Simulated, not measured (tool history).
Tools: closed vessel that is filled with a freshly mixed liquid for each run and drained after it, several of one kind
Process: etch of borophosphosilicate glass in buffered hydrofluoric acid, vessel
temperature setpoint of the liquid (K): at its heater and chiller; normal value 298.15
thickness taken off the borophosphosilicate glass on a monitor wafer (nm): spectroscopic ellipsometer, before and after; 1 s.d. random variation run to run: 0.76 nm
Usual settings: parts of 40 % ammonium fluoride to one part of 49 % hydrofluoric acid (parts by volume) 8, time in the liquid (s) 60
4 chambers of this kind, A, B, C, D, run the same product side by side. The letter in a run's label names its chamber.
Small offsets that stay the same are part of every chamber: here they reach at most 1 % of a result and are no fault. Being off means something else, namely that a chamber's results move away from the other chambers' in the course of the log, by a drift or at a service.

run,hour,temperature setpoint of the liquid (K),parts of 40 % ammonium fluoride to one part of 49 % hydrofluoric acid (parts by volume),time in the liquid (s),"read-back film thickness of the borophosphosilicate glass reference wafer, read on the same gauge (nm)",thickness taken off the borophosphosilicate glass on a monitor wafer (nm)
1A,4.9,298.15,8,60,140.03,142.99
2D,10.1,298.15,8,60,139.98,139.48
3C,15.1,298.15,8,60,140,142.22
4B,23.1,298.15,8,60,139.97,141.8
5D,27.4,298.15,8,50,140.04,117.03
6C,31.7,298.15,8,50,140.02,119.45
7B,36,298.15,8,50,140.03,117.78
8A,40.4,298.15,8,50,140.01,119.89
9B,48,298.15,8,60,139.96,140.76
10A,55.9,298.15,8,60,139.98,143.94
# hour 59.3: chamber A: thermometer replaced
11C,60.5,298.15,8,60,139.99,141.85
12D,69,298.15,8,60,139.99,141.01
13C,73.6,298.15,5.5,60,140.02,204.8
14B,81.4,298.15,5.5,60,140.03,199.7
15D,85.2,298.15,5.5,60,140.04,203.38
16A,91.7,298.15,5.5,60,140.01,204.26
17C,97.5,298.15,8,60,140.02,141.32
18D,101.4,298.15,8,60,139.98,142.66
19A,107,298.15,8,60,140.03,142.74
20B,114.3,298.15,8,60,139.96,141.99
21A,121.4,298.15,8,60,139.96,142.94
22B,127.6,298.15,8,60,140.04,142.79
23D,135.4,298.15,8,60,139.99,145.65
24C,141.4,298.15,8,60,140.01,141.58
25A,149.8,298.15,8,60,140.03,143.13
26C,156.6,298.15,8,60,140,142.73
27B,163.6,298.15,8,60,139.92,140.76
28D,170.6,298.15,8,60,139.97,146.19
29A,174.8,298.15,8,60,140.03,143.13
30B,180.5,298.15,8,60,140.01,141.93
31D,184.7,298.15,8,60,140.01,146.57
32C,192.9,298.15,8,60,140.05,142.16
33D,197.4,298.15,8,60,139.98,149.25
34C,204.2,298.15,8,60,140.04,141.89
35A,208.5,298.15,5.5,60,139.99,206.08
36B,212.8,298.15,5.5,60,140.04,201.32
37D,217.8,298.15,5.5,60,140.01,213.81
38B,224,298.15,5.5,60,140.01,201.09
39C,229.6,298.15,8,60,140.02,141.82
40A,233.6,298.15,8,60,139.96,144.03

All 4 chambers run these settings next. Forecast each chamber's results:
41A,239.8,298.15,8,60,,?
41B,239.8,298.15,8,60,,?
41C,239.8,298.15,8,60,,?
41D,239.8,298.15,8,60,,?

run,thickness taken off the borophosphosilicate glass on a monitor wafer (nm)
41A,144.94
41B,142.3
41C,141.63
41D,150.77
